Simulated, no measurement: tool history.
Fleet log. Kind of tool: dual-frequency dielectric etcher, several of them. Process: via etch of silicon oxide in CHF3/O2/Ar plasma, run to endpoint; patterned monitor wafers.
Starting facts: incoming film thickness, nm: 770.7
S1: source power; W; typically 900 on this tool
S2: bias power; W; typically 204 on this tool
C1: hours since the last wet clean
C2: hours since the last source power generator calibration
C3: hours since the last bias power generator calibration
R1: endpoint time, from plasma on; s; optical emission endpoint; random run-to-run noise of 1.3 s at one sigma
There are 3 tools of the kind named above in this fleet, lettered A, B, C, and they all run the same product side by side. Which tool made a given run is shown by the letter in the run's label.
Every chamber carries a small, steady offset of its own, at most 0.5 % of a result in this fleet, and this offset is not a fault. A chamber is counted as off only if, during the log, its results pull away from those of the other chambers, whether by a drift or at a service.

Run 1B, day 0.267: usual settings; C1 276.6; C2 571.3; C3 3425.3. Result: R1 318.36 s.
Run 2A, day 0.671: usual settings; C1 225.6; C2 880.6; C3 1103.5. Result: R1 319.87 s.
Run 3C, day 1.121: usual settings; C1 685.3; C2 440.7; C3 1396.4. Result: R1 319.03 s.
Run 4A, day 1.521: usual settings; C1 246.0; C2 901.0; C3 1123.9. Result: R1 320.49 s.
At day 1.621: chamber C: wet clean of the chamber.
Run 5C, day 1.988: usual settings but S1 750 W, S2 182 W; C1 8.8; C2 461.5; C3 1417.2. Result: R1 355.55 s.
Run 6B, day 2.396: usual settings but S1 750 W, S2 182 W; C1 327.7; C2 622.4; C3 3476.4. Result: R1 357.25 s.
Run 7C, day 2.833: usual settings but S1 750 W, S2 182 W; C1 29.1; C2 481.8; C3 1437.5. Result: R1 355.56 s.
Run 8B, day 3.204: usual settings but S1 700 W, S2 230 W; C1 347.1; C2 641.8; C3 3495.8. Result: R1 337.18 s.
Run 9A, day 3.529: usual settings but S1 700 W, S2 230 W; C1 294.2; C2 949.2; C3 1172.1. Result: R1 336.07 s.
Run 10C, day 3.854: usual settings but S1 700 W, S2 230 W; C1 53.6; C2 506.3; C3 1462.0. Result: R1 338.15 s.
Run 11A, day 4.317: usual settings; C1 313.1; C2 968.1; C3 1191.0. Result: R1 320.87 s.
Run 12B, day 4.750: usual settings; C1 384.2; C2 678.9; C3 3532.9. Result: R1 318.83 s.
Run 13B, day 5.012: usual settings; C1 390.5; C2 685.2; C3 3539.2. Result: R1 319.49 s.
Run 14C, day 5.475: usual settings but S1 990 W, S2 162 W; C1 92.5; C2 545.2; C3 1500.9. Result: R1 334.35 s.
Run 15A, day 5.896: usual settings but S1 990 W, S2 162 W; C1 351.0; C2 1006.0; C3 1228.9. Result: R1 330.23 s.
Run 16A, day 6.304: usual settings but S1 990 W, S2 162 W; C1 360.8; C2 1015.8; C3 1238.7. Result: R1 331.45 s.
Run 17B, day 6.629: usual settings; C1 429.3; C2 724.0; C3 3578.0. Result: R1 320.69 s.
Run 18C, day 6.979: usual settings; C1 128.6; C2 581.3; C3 1537.0. Result: R1 320.90 s.
Run 19A, day 7.383: usual settings; C1 386.7; C2 1041.7; C3 1264.6. Result: R1 318.76 s.
Run 20B, day 7.683: usual settings; C1 454.6; C2 749.3; C3 3603.3. Result: R1 322.99 s.
Run 21C, day 7.958: usual settings; C1 152.1; C2 604.8; C3 1560.5. Result: R1 319.23 s.
Run 22B, day 8.375: usual settings but S1 760 W; C1 471.2; C2 765.9; C3 3619.9. Result: R1 342.80 s.
Run 23C, day 8.688: usual settings but S1 760 W; C1 169.6; C2 622.3; C3 1578.0. Result: R1 344.99 s.
Run 24A, day 9.146: usual settings but S1 760 W; C1 429.0; C2 1084.0; C3 1306.9. Result: R1 343.26 s.
Run 25A, day 9.625: usual settings; C1 440.5; C2 1095.5; C3 1318.4. Result: R1 320.27 s.
Run 26B, day 9.858: usual settings; C1 506.8; C2 801.5; C3 3655.5. Result: R1 322.97 s.
Run 27C, day 10.158: usual settings; C1 204.9; C2 657.6; C3 1613.3. Result: R1 320.57 s.
Run 28B, day 10.646: usual settings; C1 525.7; C2 820.4; C3 3674.4. Result: R1 322.53 s.
At day 10.925: chamber A: wet clean of the chamber.
Run 29C, day 10.954: usual settings; C1 224.0; C2 676.7; C3 1632.4. Result: R1 321.46 s.
Run 30A, day 11.283: usual settings but S1 750 W, S2 250 W; C1 8.6; C2 1135.3; C3 1358.2. Result: R1 319.18 s.
Run 31B, day 11.533: usual settings but S1 750 W, S2 250 W; C1 547.0; C2 841.7; C3 3695.7. Result: R1 324.17 s.
Run 32C, day 11.796: usual settings but S1 750 W, S2 250 W; C1 244.2; C2 696.9; C3 1652.6. Result: R1 318.07 s.
Run 33A, day 12.129: usual settings; C1 28.9; C2 1155.6; C3 1378.5. Result: R1 318.17 s.
Run 34C, day 12.638: usual settings; C1 264.4; C2 717.1; C3 1672.8. Result: R1 318.53 s.
Run 35A, day 12.921: usual settings; C1 47.9; C2 1174.6; C3 1397.5. Result: R1 318.60 s.
Run 36B, day 13.325: usual settings; C1 590.0; C2 884.7; C3 3738.7. Result: R1 327.84 s.
Run 37B, day 13.679: usual settings but S1 780 W, S2 181 W; C1 598.5; C2 893.2; C3 3747.2. Result: R1 357.91 s.
Run 38A, day 13.921: usual settings but S1 780 W, S2 181 W; C1 71.9; C2 1198.6; C3 1421.5. Result: R1 353.75 s.
Run 39C, day 14.417: usual settings but S1 780 W, S2 181 W; C1 307.1; C2 759.8; C3 1715.5. Result: R1 350.51 s.

Next, all 3 chambers run the settings below, one line each with question marks for the results. What does each chamber give?
Run 40A, day 14.788: usual settings but S2 174 W. Result: R1 ?.
Run 40B, day 14.788: usual settings but S2 174 W. Result: R1 ?.
Run 40C, day 14.788: usual settings but S2 174 W. Result: R1 ?.

run      R1
40A  334.61
40B  345.17
40C  336.63
